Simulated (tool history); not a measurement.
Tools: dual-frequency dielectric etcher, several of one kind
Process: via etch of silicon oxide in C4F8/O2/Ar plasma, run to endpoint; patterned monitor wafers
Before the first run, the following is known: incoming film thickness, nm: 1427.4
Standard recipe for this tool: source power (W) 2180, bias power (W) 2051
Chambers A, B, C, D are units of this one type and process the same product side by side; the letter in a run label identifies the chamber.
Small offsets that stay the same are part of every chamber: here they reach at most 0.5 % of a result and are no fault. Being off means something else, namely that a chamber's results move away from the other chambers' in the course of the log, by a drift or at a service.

run   hour  source power (W)  bias power (W)  hours since the last wet clean  hours since the last source power generator calibration  hours since the last bias power generator calibration  endpoint time (s)
 1B   11.9              2180            2051                           151.6                                                   1720.1                                                 1468.2             269.18
 2A   19.9              2180            2051                            25.1                                                    815.9                                                 1265.6             266.73
 3D   31.2              2180            2051                            48.3                                                    659.2                                                 1334.8             268.87
 4C   42.7              2180            2051                             305                                                   2447.4                                                 1827.3             270.74
 5A   50.1              2180            2051                            55.3                                                    846.1                                                 1295.8             269.13
 6D   60.7              2180            2051                            77.8                                                    688.7                                                 1364.3             268.66
 7C   72.4              2180            2051                           334.7                                                   2477.1                                                   1857             273.36
 8B   84.1              1750            2343                           223.8                                                   1792.3                                                 1540.4             278.99
 9A   89.5              1750            2343                            94.7                                                    885.5                                                 1335.2             282.21
10D  100.2              1750            2343                           117.3                                                    728.2                                                 1403.8             285.36
11B  106.5              1750            2343                           246.2                                                   1814.7                                                 1562.8              281.8
12C  112.4              2180            2051                           374.7                                                   2517.1                                                   1897             270.72
13A  122.1              2180            2051                           127.3                                                    918.1                                                 1367.8             269.79
14B  133.4              2180            2051                           273.1                                                   1841.6                                                 1589.7             268.03
15C  142.1              2180            2051                           404.4                                                   2546.8                                                 1926.7             274.01
16D  150.6              2180            2051                           167.7                                                    778.6                                                 1454.2             265.27
17C  157.5              2180            2051                           419.8                                                   2562.2                                                 1942.1             273.65
18D  168.9              1950            1845                             186                                                    796.9                                                 1472.5             286.75
19A  177.7              1950            1845                           182.9                                                    973.7                                                 1423.4             291.42
20B  185.6              1950            1845                           325.3                                                   1893.8                                                 1641.9             287.19
21B  191.3              1950            1845                             331                                                   1899.5                                                 1647.6             291.03
22A  202.8              2180            2051                             208                                                    998.8                                                 1448.5              270.9
23C  210.9              2180            2051                           473.2                                                   2615.6                                                 1995.5             280.88
24D  218.1              2180            2051                           235.2                                                    846.1                                                 1521.7             271.19
25B  223.8              2180            2345                           363.5                                                     1932                                                 1680.1             255.81
26C  233.6              2180            2345                           495.9                                                   2638.3                                                 2018.2             270.46

Predict what each chamber gives when all 4 of them run the settings below next.
27A  242.4              2460            2051                                                                                                                                                                  ?
27B  242.4              2460            2051                                                                                                                                                                  ?
27C  242.4              2460            2051                                                                                                                                                                  ?
27D  242.4              2460            2051                                                                                                                                                                  ?

run  endpoint time (s)
27A             257.38
27B             252.85
27C             266.48
27D             256.24

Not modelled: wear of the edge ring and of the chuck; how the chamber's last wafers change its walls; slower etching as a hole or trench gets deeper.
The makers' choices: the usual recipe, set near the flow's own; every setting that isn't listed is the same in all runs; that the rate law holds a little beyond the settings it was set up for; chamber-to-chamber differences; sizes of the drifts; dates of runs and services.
